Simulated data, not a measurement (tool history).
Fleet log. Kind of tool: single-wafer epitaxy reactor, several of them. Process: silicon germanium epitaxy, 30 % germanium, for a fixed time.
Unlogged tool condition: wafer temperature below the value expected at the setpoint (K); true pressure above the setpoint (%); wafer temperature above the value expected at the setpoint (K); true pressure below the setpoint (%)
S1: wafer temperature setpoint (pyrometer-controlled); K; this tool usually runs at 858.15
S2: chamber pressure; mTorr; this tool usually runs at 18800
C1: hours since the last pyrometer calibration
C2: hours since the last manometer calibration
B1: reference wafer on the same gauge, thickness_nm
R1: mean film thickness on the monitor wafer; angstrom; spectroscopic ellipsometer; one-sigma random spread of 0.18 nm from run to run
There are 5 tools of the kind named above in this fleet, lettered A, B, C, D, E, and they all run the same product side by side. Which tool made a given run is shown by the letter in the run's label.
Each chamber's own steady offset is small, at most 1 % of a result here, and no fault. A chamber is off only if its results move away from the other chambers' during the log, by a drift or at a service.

run,hour,S1,S2,C1,C2,B1,R1
# hour 6.4: chamber D: pyrometer calibrated
1B,10.2,858.15,18800,829.7,977.5,45.488,436.20
2C,18.3,858.15,18800,801.5,92.6,45.503,435.35
3D,32.5,858.15,18800,26.1,877.3,45.540,435.84
4A,43.5,858.15,18800,2087.3,212.8,45.478,434.76
5E,57.1,858.15,18800,264.1,380.4,45.532,434.14
6D,69.8,853.15,16700,63.4,914.6,45.542,376.39
7A,83.8,853.15,16700,2127.6,253.1,45.469,376.94
8E,91.0,853.15,16700,298.0,414.3,45.518,377.76
9B,105.1,853.15,16700,924.6,1072.4,45.490,375.90
10C,117.0,853.15,16700,900.2,191.3,45.525,374.67
11B,126.7,870.15,23400,946.2,1094.0,45.520,596.82
12D,140.3,870.15,23400,133.9,985.1,45.510,591.74
13E,152.4,870.15,23400,359.4,475.7,45.513,595.21
14C,165.3,870.15,23400,948.5,239.6,45.454,596.60
15A,175.6,870.15,23400,2219.4,344.9,45.569,590.19
16C,182.7,858.15,18800,965.9,257.0,45.486,436.20
17D,191.1,858.15,18800,184.7,1035.9,45.489,435.47
18B,205.5,858.15,18800,1025.0,1172.8,45.501,444.66
19E,212.9,858.15,18800,419.9,536.2,45.495,434.98
20A,224.4,858.15,18800,2268.2,393.7,45.478,434.53
21D,236.4,858.15,18800,230.0,1081.2,45.507,434.43
22C,248.3,858.15,18800,1031.5,322.6,45.518,433.72
23A,255.8,858.15,18800,2299.6,425.1,45.546,433.03
24B,263.4,858.15,18800,1082.9,1230.7,45.475,447.78
25E,276.0,858.15,18800,483.0,599.3,45.509,437.27
26B,283.5,858.15,18800,1103.0,1250.8,45.557,445.50
27E,290.6,858.15,18800,497.6,613.9,45.523,433.11
28D,298.4,858.15,18800,292.0,1143.2,45.497,435.34
29A,310.5,867.15,20400,2354.3,479.8,45.538,530.79
30C,320.1,867.15,20400,1103.3,394.4,45.506,529.93
31C,330.4,867.15,20400,1113.6,404.7,45.494,530.92
32A,340.1,867.15,20400,2383.9,509.4,45.451,529.36
33D,352.3,867.15,20400,345.9,1197.1,45.523,530.29
34E,364.9,848.15,20400,571.9,688.2,45.492,370.15
35B,377.0,848.15,20400,1196.5,1344.3,45.456,390.66

Each of the 5 chambers runs these same settings next. Fill in every chamber's results:
36A,387.4,858.15,18800,,,,?
36B,387.4,858.15,18800,,,,?
36C,387.4,858.15,18800,,,,?
36D,387.4,858.15,18800,,,,?
36E,387.4,858.15,18800,,,,?

run,R1
36A,434.00
36B,454.09
36C,432.14
36D,436.37
36E,434.83

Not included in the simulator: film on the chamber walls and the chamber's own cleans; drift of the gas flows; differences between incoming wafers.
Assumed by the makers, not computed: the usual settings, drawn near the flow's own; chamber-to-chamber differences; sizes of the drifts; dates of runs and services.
